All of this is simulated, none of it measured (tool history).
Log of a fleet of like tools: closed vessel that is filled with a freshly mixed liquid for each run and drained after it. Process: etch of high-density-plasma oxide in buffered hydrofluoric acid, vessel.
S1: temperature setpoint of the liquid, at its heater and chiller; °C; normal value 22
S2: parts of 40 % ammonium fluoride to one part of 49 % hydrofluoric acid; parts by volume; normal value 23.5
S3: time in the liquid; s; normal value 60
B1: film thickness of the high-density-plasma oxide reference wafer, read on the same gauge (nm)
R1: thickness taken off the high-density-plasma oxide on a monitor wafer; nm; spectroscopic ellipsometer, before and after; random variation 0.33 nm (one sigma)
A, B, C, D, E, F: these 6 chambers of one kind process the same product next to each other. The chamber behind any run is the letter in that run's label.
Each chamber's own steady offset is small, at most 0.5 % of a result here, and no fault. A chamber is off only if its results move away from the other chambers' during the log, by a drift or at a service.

{"run": "1B", "hour": 9.9, "S1": 22, "S2": 23.5, "S3": 60, "B1": 69.968, "R1": 36.519}
{"run": "2E", "hour": 22.7, "S1": 22, "S2": 23.5, "S3": 60, "B1": 69.974, "R1": 36.132}
{"hour": 30.0, "done": "chamber B: hydrofluoric acid flow meter replaced"}
{"run": "3F", "hour": 36.0, "S1": 22, "S2": 23.5, "S3": 60, "B1": 70.03, "R1": 36.142}
{"run": "4A", "hour": 48.8, "S1": 22, "S2": 23.5, "S3": 60, "B1": 69.998, "R1": 36.106}
{"run": "5C", "hour": 55.5, "S1": 22, "S2": 23.5, "S3": 60, "B1": 69.993, "R1": 36.439}
{"run": "6D", "hour": 68.9, "S1": 22, "S2": 23.5, "S3": 60, "B1": 70.001, "R1": 36.259}
{"run": "7D", "hour": 82.5, "S1": 22, "S2": 23.5, "S3": 60, "B1": 69.967, "R1": 36.248}
{"run": "8B", "hour": 95.3, "S1": 22, "S2": 23.5, "S3": 60, "B1": 69.996, "R1": 36.076}
{"run": "9A", "hour": 107.8, "S1": 22, "S2": 23.5, "S3": 60, "B1": 69.995, "R1": 36.815}
{"run": "10C", "hour": 114.4, "S1": 22, "S2": 23.5, "S3": 60, "B1": 69.965, "R1": 36.234}
{"run": "11F", "hour": 126.2, "S1": 22, "S2": 23.5, "S3": 60, "B1": 69.978, "R1": 36.83}
{"run": "12E", "hour": 137.3, "S1": 22, "S2": 23.5, "S3": 60, "B1": 70.023, "R1": 35.662}
{"hour": 138.2, "done": "chamber B: thermometer replaced"}
{"run": "13C", "hour": 148.8, "S1": 22, "S2": 23.5, "S3": 60, "B1": 69.988, "R1": 36.464}
{"run": "14B", "hour": 154.9, "S1": 22, "S2": 23.5, "S3": 60, "B1": 69.961, "R1": 36.399}
{"run": "15F", "hour": 165.5, "S1": 22, "S2": 23.5, "S3": 60, "B1": 70.005, "R1": 36.159}
{"run": "16A", "hour": 173.1, "S1": 22, "S2": 23.5, "S3": 60, "B1": 69.993, "R1": 37.041}
{"run": "17D", "hour": 185.6, "S1": 22, "S2": 23.5, "S3": 60, "B1": 69.994, "R1": 35.646}
{"run": "18E", "hour": 198.0, "S1": 22, "S2": 23.5, "S3": 60, "B1": 69.992, "R1": 36.112}
{"run": "19F", "hour": 207.8, "S1": 22, "S2": 23.5, "S3": 60, "B1": 70.024, "R1": 37.161}
{"hour": 213.9, "done": "chamber D: hydrofluoric acid flow meter replaced"}
{"run": "20D", "hour": 214.9, "S1": 22, "S2": 23.5, "S3": 60, "B1": 70.002, "R1": 35.828}
{"run": "21E", "hour": 224.5, "S1": 22, "S2": 23.5, "S3": 60, "B1": 69.974, "R1": 36.683}
{"hour": 230.2, "done": "chamber F: thermometer replaced"}
{"run": "22A", "hour": 233.6, "S1": 22, "S2": 23.5, "S3": 60, "B1": 69.976, "R1": 37.944}
{"run": "23B", "hour": 240.7, "S1": 22, "S2": 23.5, "S3": 60, "B1": 70.009, "R1": 36.128}
{"run": "24C", "hour": 252.6, "S1": 22, "S2": 23.5, "S3": 60, "B1": 69.991, "R1": 36.452}
{"hour": 256.9, "done": "chamber F: hydrofluoric acid flow meter replaced"}
{"run": "25E", "hour": 265.6, "S1": 22, "S2": 23.5, "S3": 60, "B1": 69.995, "R1": 36.26}
{"run": "26C", "hour": 277.1, "S1": 22, "S2": 30, "S3": 60, "B1": 69.996, "R1": 30.627}
{"run": "27A", "hour": 283.5, "S1": 22, "S2": 30, "S3": 60, "B1": 69.995, "R1": 32.354}
{"run": "28F", "hour": 289.6, "S1": 22, "S2": 30, "S3": 60, "B1": 70.012, "R1": 30.791}
{"run": "29D", "hour": 299.3, "S1": 22, "S2": 30, "S3": 60, "B1": 69.975, "R1": 30.232}
{"run": "30B", "hour": 307.8, "S1": 22, "S2": 30, "S3": 60, "B1": 70.017, "R1": 31.066}
{"run": "31A", "hour": 319.4, "S1": 22, "S2": 30, "S3": 60, "B1": 70.009, "R1": 33.343}
{"run": "32D", "hour": 327.5, "S1": 22, "S2": 23.5, "S3": 60, "B1": 70.018, "R1": 36.35}
{"run": "33F", "hour": 339.1, "S1": 17, "S2": 26.5, "S3": 60, "B1": 69.998, "R1": 25.3}
{"run": "34B", "hour": 349.1, "S1": 17, "S2": 26.5, "S3": 60, "B1": 69.989, "R1": 25.364}
{"run": "35E", "hour": 356.5, "S1": 17, "S2": 26.5, "S3": 60, "B1": 69.983, "R1": 25.13}
{"run": "36C", "hour": 367.7, "S1": 17, "S2": 26.5, "S3": 60, "B1": 70.021, "R1": 25.498}
{"run": "37F", "hour": 374.2, "S1": 17, "S2": 26.5, "S3": 60, "B1": 69.966, "R1": 25.708}
{"run": "38C", "hour": 386.5, "S1": 17, "S2": 26.5, "S3": 60, "B1": 69.986, "R1": 25.7}
{"hour": 397.1, "done": "chamber D: thermometer replaced"}
{"run": "39D", "hour": 399.4, "S1": 22, "S2": 23.5, "S3": 60, "B1": 69.986, "R1": 35.496}
{"run": "40B", "hour": 406.4, "S1": 22, "S2": 23.5, "S3": 60, "B1": 70.014, "R1": 36.292}

Predict what each chamber gives when all 6 of them run the settings below next.
{"run": "41A", "hour": 416.5, "S1": 22, "S2": 20.5, "S3": 60, "R1": "?"}
{"run": "41B", "hour": 416.5, "S1": 22, "S2": 20.5, "S3": 60, "R1": "?"}
{"run": "41C", "hour": 416.5, "S1": 22, "S2": 20.5, "S3": 60, "R1": "?"}
{"run": "41D", "hour": 416.5, "S1": 22, "S2": 20.5, "S3": 60, "R1": "?"}
{"run": "41E", "hour": 416.5, "S1": 22, "S2": 20.5, "S3": 60, "R1": "?"}
{"run": "41F", "hour": 416.5, "S1": 22, "S2": 20.5, "S3": 60, "R1": "?"}

run=41A R1=44.51
run=41B R1=39.738
run=41C R1=39.856
run=41D R1=40.186
run=41E R1=40.208
run=41F R1=39.531
